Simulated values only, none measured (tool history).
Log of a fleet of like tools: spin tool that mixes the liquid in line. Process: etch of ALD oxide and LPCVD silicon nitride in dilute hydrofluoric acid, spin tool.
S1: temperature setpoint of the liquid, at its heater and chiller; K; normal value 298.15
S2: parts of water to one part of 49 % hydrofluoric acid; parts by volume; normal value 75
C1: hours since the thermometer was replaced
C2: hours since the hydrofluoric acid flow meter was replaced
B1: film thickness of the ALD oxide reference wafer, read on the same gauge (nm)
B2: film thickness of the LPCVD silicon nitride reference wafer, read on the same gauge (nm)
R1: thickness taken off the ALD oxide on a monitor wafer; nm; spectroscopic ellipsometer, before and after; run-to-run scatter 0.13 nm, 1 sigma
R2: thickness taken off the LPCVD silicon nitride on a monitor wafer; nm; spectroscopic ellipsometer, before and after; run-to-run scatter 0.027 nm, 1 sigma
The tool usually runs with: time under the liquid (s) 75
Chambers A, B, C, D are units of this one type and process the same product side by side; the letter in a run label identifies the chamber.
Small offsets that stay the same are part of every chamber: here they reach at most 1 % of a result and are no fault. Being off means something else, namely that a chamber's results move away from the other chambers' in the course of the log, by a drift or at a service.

Run 1A, hour 3.2: usual settings; C1 1425.2; C2 631.0; B1 129.99; B2 99.987. Result: R1 14.6810 nm, R2 0.46304 nm.
Run 2D, hour 8.5: usual settings; C1 426.6; C2 1904.7; B1 130.01; B2 99.979. Result: R1 15.2710 nm, R2 0.53580 nm.
Run 3B, hour 14.6: usual settings; C1 892.7; C2 1476.9; B1 129.97; B2 99.983. Result: R1 14.7750 nm, R2 0.48669 nm.
Run 4C, hour 19.7: usual settings; C1 283.5; C2 1397.2; B1 130.00; B2 100.020. Result: R1 14.7700 nm, R2 0.51795 nm.
Run 5C, hour 25.2: usual settings; C1 289.0; C2 1402.7; B1 130.02; B2 100.000. Result: R1 14.8220 nm, R2 0.44826 nm.
Run 6B, hour 28.6: usual settings; C1 906.7; C2 1490.9; B1 129.99; B2 100.000. Result: R1 14.8140 nm, R2 0.47761 nm.
Run 7A, hour 31.7: usual settings; C1 1453.7; C2 659.5; B1 129.98; B2 100.010. Result: R1 14.9380 nm, R2 0.51671 nm.
Run 8D, hour 35.5: usual settings; C1 453.6; C2 1931.7; B1 130.00; B2 100.000. Result: R1 14.9190 nm, R2 0.51042 nm.
Run 9C, hour 39.4: usual settings; C1 303.2; C2 1416.9; B1 130.01; B2 99.990. Result: R1 14.7230 nm, R2 0.50719 nm.
Run 10A, hour 45.1: usual settings; C1 1467.1; C2 672.9; B1 129.99; B2 99.987. Result: R1 14.8760 nm, R2 0.51463 nm.
Run 11D, hour 48.1: usual settings; C1 466.2; C2 1944.3; B1 130.00; B2 100.000. Result: R1 14.9750 nm, R2 0.55238 nm.
Run 12B, hour 53.3: usual settings; C1 931.4; C2 1515.6; B1 130.02; B2 99.993. Result: R1 14.6730 nm, R2 0.54943 nm.
Run 13C, hour 59.3: usual settings; C1 323.1; C2 1436.8; B1 130.02; B2 99.999. Result: R1 15.0620 nm, R2 0.53378 nm.
Run 14D, hour 63.0: usual settings; C1 481.1; C2 1959.2; B1 129.99; B2 100.020. Result: R1 14.8270 nm, R2 0.51339 nm.
Run 15B, hour 67.3: usual settings; C1 945.4; C2 1529.6; B1 130.01; B2 99.995. Result: R1 14.5920 nm, R2 0.57883 nm.
Run 16A, hour 73.3: usual settings; C1 1495.3; C2 701.1; B1 129.97; B2 99.974. Result: R1 14.9640 nm, R2 0.52270 nm.
Run 17C, hour 76.2: usual settings; C1 340.0; C2 1453.7; B1 129.99; B2 99.978. Result: R1 14.9840 nm, R2 0.54209 nm.
Run 18A, hour 81.7: usual settings; C1 1503.7; C2 709.5; B1 129.98; B2 100.010. Result: R1 15.0270 nm, R2 0.51409 nm.
Run 19B, hour 86.3: usual settings; C1 964.4; C2 1548.6; B1 130.02; B2 99.994. Result: R1 14.7580 nm, R2 0.48091 nm.
Run 20D, hour 91.8: usual settings; C1 509.9; C2 1988.0; B1 130.03; B2 99.981. Result: R1 14.7340 nm, R2 0.49648 nm.
Run 21B, hour 95.6: usual settings; C1 973.7; C2 1557.9; B1 129.98; B2 99.994. Result: R1 14.6960 nm, R2 0.47638 nm.
Run 22D, hour 99.5: usual settings; C1 517.6; C2 1995.7; B1 130.01; B2 99.989. Result: R1 15.0160 nm, R2 0.51724 nm.
Run 23A, hour 105.4: usual settings but S1 294.15 K, S2 100 parts by volume; C1 1527.4; C2 733.2; B1 130.01; B2 100.000. Result: R1 9.1713 nm, R2 0.29091 nm.
Run 24C, hour 108.3: usual settings but S1 294.15 K, S2 100 parts by volume; C1 372.1; C2 1485.8; B1 130.01; B2 100.000. Result: R1 9.0249 nm, R2 0.28799 nm.
Run 25A, hour 112.9: usual settings but S1 294.15 K, S2 100 parts by volume; C1 1534.9; C2 740.7; B1 130.01; B2 99.995. Result: R1 9.1292 nm, R2 0.27349 nm.

Each of the 4 chambers runs these same settings next. Fill in every chamber's results:
Run 26A, hour 117.5: usual settings. Result: R1 ?, R2 ?.
Run 26B, hour 117.5: usual settings. Result: R1 ?, R2 ?.
Run 26C, hour 117.5: usual settings. Result: R1 ?, R2 ?.
Run 26D, hour 117.5: usual settings. Result: R1 ?, R2 ?.

run       R1       R2
26A  14.9360  0.46415
26B  14.8420  0.50705
26C  14.8200  0.49670
26D  15.2520  0.47829

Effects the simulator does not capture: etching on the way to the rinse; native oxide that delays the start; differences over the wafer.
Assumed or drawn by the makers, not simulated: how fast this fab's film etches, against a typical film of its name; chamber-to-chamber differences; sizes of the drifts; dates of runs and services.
